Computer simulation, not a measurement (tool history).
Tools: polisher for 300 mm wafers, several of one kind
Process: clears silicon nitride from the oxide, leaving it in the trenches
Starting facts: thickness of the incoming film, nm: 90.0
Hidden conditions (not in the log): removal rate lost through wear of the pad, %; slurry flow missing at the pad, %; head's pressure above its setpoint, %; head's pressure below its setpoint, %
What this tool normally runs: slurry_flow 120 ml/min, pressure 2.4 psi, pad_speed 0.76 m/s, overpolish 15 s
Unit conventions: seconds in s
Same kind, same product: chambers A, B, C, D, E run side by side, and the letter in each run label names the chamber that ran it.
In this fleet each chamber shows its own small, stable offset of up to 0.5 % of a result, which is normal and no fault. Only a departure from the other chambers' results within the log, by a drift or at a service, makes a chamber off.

run	day	slurry_flow	pressure	pad_speed	overpolish	wafers polished on this pad	hours since the slurry nozzle was cleaned	hours since the head pressure was calibrated	seconds
# day 0.279: chamber D: worn pad replaced by a new one
1D	0.517	120	2.4	0.76	15	37	170.2	459.7	172.75
2E	0.85	120	2.4	0.76	15	1253	103.9	551.1	173.29
3C	1.112	120	2.4	0.76	15	295	159.3	923.7	176.26
4A	1.5	120	2.4	0.76	15	784	332.2	910.7	173.99
# day 1.692: chamber E: worn pad replaced by a new one
5B	1.954	90	2.4	0.76	12	370	574.2	277.4	186.57
6B	2.192	90	2.4	0.76	12	407	579.9	283.1	183.15
# day 2.562: chamber A: worn pad replaced by a new one
7C	2.642	90	2.4	0.76	12	533	196	960.4	184.55
8D	3.038	90	2.4	0.76	12	429	230.7	520.2	188.25
# day 3.342: chamber A: slurry nozzle cleaned
9A	3.429	90	2.4	0.76	12	135	2.1	957	182.39
# day 3.5: chamber E: head pressure recalibrated
# day 3.567: chamber C: worn pad replaced by a new one
10E	3.725	100	2.4	0.76	15	316	172.9	5.5	178.31
11A	4.071	100	2.4	0.76	15	235	17.5	972.4	180.04
# day 4.325: chamber D: worn pad replaced by a new one
12D	4.458	100	2.4	0.76	15	21	264.8	554.3	180.47
13B	4.917	100	2.4	0.76	15	831	645.3	348.5	178.4
14E	5.204	100	2.4	0.76	15	547	208.4	41	174.7
15C	5.546	120	2.4	0.76	15	308	265.7	1030.1	171.27
16E	6	120	2.4	0.76	15	670	227.5	60.1	168.71
# day 6.004: chamber B: slurry nozzle cleaned
17D	6.321	120	2.4	0.76	15	311	309.5	599	170.97
# day 6.542: chamber C: head pressure recalibrated
# day 6.658: chamber C: slurry nozzle cleaned
18A	6.842	120	2.4	0.76	15	666	84	1038.9	171.99
# day 6.954: chamber B: worn pad replaced by a new one
19C	7.108	120	2.4	0.76	15	551	10.9	13.6	152.32
20B	7.596	120	3	0.76	23	100	38.2	412.8	134.59
21C	8.125	120	3	0.76	23	709	35.3	38	122.81
22E	8.412	120	3	0.76	23	1046	285.4	118	134.8
23A	8.675	120	3	0.76	23	951	128	1082.9	138.06
# day 8.679: chamber A: worn pad replaced by a new one
# day 8.712: chamber D: worn pad replaced by a new one
# day 9.15: chamber C: worn pad replaced by a new one
24D	9.196	120	3	0.76	23	75	378.5	668	136.27
25B	9.496	135	2.4	0.9	15	396	83.8	458.4	142.77
# day 9.817: chamber B: head pressure recalibrated
26A	9.942	135	2.4	0.9	15	196	158.4	1113.3	146.1
27E	10.333	135	2.4	0.9	15	1345	331.5	164.1	139.37
28D	10.754	135	2.4	0.9	15	318	415.9	705.4	143.01
# day 10.954: chamber E: slurry nozzle cleaned
29C	11.046	135	2.4	0.9	15	295	105.4	108.1	126.48
# day 11.175: chamber E: worn pad replaced by a new one
30B	11.517	120	2.4	0.76	15	710	132.3	40.9	170.89
31B	12.038	120	2.4	0.76	15	791	144.8	53.4	171.35
32D	12.579	120	2.4	0.76	15	602	459.7	749.2	172.41
33C	12.875	120	2.4	0.76	15	580	149.3	152	155.72
# day 13.008: chamber D: worn pad replaced by a new one
34A	13.325	120	2.4	0.76	15	723	239.6	1194.5	173.9
35E	13.75	120	2.4	0.76	15	401	67.1	246.1	175.08
# day 14.171: chamber C: worn pad replaced by a new one
36D	14.217	120	2.4	0.76	15	188	499	788.5	169.47
37C	14.725	120	2.4	0.76	15	86	193.7	196.4	154.53

The same settings go to every chamber for the next run, one line per chamber below. Forecast the results for each:
38A	15.112	120	2.4	0.76	9				?
38B	15.112	120	2.4	0.76	9				?
38C	15.112	120	2.4	0.76	9				?
38D	15.112	120	2.4	0.76	9				?
38E	15.112	120	2.4	0.76	9				?

run	seconds
38A	173.16
38B	172.39
38C	157.58
38D	169.75
38E	173.96
